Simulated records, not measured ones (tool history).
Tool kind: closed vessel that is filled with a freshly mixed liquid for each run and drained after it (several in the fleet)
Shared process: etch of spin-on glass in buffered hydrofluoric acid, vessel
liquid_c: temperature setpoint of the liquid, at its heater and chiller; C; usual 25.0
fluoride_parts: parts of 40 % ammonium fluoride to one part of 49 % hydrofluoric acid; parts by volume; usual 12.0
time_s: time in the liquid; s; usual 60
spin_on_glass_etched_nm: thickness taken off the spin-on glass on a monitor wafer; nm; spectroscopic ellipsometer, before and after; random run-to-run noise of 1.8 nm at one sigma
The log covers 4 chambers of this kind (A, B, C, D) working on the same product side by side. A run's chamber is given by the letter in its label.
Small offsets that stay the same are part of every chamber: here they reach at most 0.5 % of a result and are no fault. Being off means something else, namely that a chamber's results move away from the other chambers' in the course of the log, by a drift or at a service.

| run | hour | liquid_c | fluoride_parts | time_s | read-back film thickness of the spin-on glass reference wafer, read on the same gauge (nm) | spin_on_glass_etched_nm |
|---|---|---|---|---|---|---|
| 1D | 7.6 | 25.0 | 12.0 | 60 | 140.03 | 206.91 |
| 2B | 13.0 | 25.0 | 12.0 | 60 | 140.00 | 208.31 |
| 3A | 20.5 | 25.0 | 12.0 | 60 | 140.00 | 205.10 |
| 4C | 28.7 | 25.0 | 12.0 | 60 | 140.00 | 209.21 |
| 5B | 39.2 | 25.0 | 12.0 | 60 | 140.00 | 208.40 |
| 6A | 46.9 | 25.0 | 12.0 | 60 | 140.01 | 206.43 |
| 7C | 52.2 | 25.0 | 12.0 | 60 | 140.01 | 205.85 |
| 8D | 58.6 | 25.0 | 12.0 | 60 | 139.99 | 207.86 |
| 9D | 67.1 | 25.0 | 12.0 | 60 | 140.03 | 208.74 |
| 10A | 72.0 | 25.0 | 12.0 | 60 | 139.98 | 208.88 |
| 11C | 78.6 | 28.5 | 16.5 | 60 | 139.99 | 183.20 |
| 12B | 86.2 | 28.5 | 16.5 | 60 | 139.97 | 190.28 |
| 13B | 95.5 | 28.5 | 16.5 | 60 | 140.01 | 190.13 |
| 14C | 103.1 | 28.5 | 16.5 | 60 | 140.01 | 184.79 |
| 15A | 111.6 | 25.0 | 12.0 | 60 | 140.00 | 207.44 |
| 16D | 116.9 | 25.0 | 12.0 | 60 | 140.01 | 206.99 |
| 17D | 125.1 | 25.0 | 12.0 | 60 | 139.98 | 209.91 |
| 18A | 130.4 | 25.0 | 12.0 | 60 | 140.00 | 209.20 |
| 19C | 136.2 | 25.0 | 12.0 | 60 | 140.03 | 208.86 |
| 20B | 147.2 | 25.0 | 12.0 | 60 | 139.98 | 220.62 |
| 21D | 154.1 | 25.0 | 12.0 | 60 | 140.00 | 209.02 |
| 22B | 161.0 | 25.0 | 12.0 | 60 | 140.02 | 224.88 |
| 23A | 170.7 | 25.0 | 12.0 | 60 | 139.97 | 210.72 |
|  | 177.0 | chamber B: hydrofluoric acid flow meter replaced |
| 24C | 179.1 | 25.0 | 12.0 | 60 | 140.02 | 209.57 |
| 25D | 187.5 | 25.0 | 12.0 | 60 | 140.00 | 207.89 |
| 26C | 197.7 | 28.5 | 12.0 | 90 | 140.02 | 373.50 |
| 27B | 208.4 | 28.5 | 12.0 | 90 | 139.98 | 404.21 |
| 28A | 219.1 | 28.5 | 12.0 | 90 | 139.99 | 373.61 |
| 29A | 228.7 | 28.5 | 12.0 | 90 | 139.98 | 372.07 |
| 30D | 236.0 | 25.0 | 12.0 | 60 | 139.98 | 210.57 |
| 31C | 245.2 | 25.0 | 12.0 | 60 | 140.00 | 203.87 |
| 32B | 251.0 | 25.0 | 12.0 | 60 | 140.02 | 229.89 |
| 33B | 258.3 | 25.0 | 12.0 | 60 | 139.97 | 233.12 |
| 34D | 267.4 | 25.0 | 8.5 | 90 | 139.96 | 422.09 |

All 4 chambers run these settings next. Forecast each chamber's results:
| 35A | 275.6 | 25.0 | 12.0 | 60 |  | ? |
| 35B | 275.6 | 25.0 | 12.0 | 60 |  | ? |
| 35C | 275.6 | 25.0 | 12.0 | 60 |  | ? |
| 35D | 275.6 | 25.0 | 12.0 | 60 |  | ? |

| run | spin_on_glass_etched_nm |
|---|---|
| 35A | 208.92 |
| 35B | 235.29 |
| 35C | 206.98 |
| 35D | 206.92 |

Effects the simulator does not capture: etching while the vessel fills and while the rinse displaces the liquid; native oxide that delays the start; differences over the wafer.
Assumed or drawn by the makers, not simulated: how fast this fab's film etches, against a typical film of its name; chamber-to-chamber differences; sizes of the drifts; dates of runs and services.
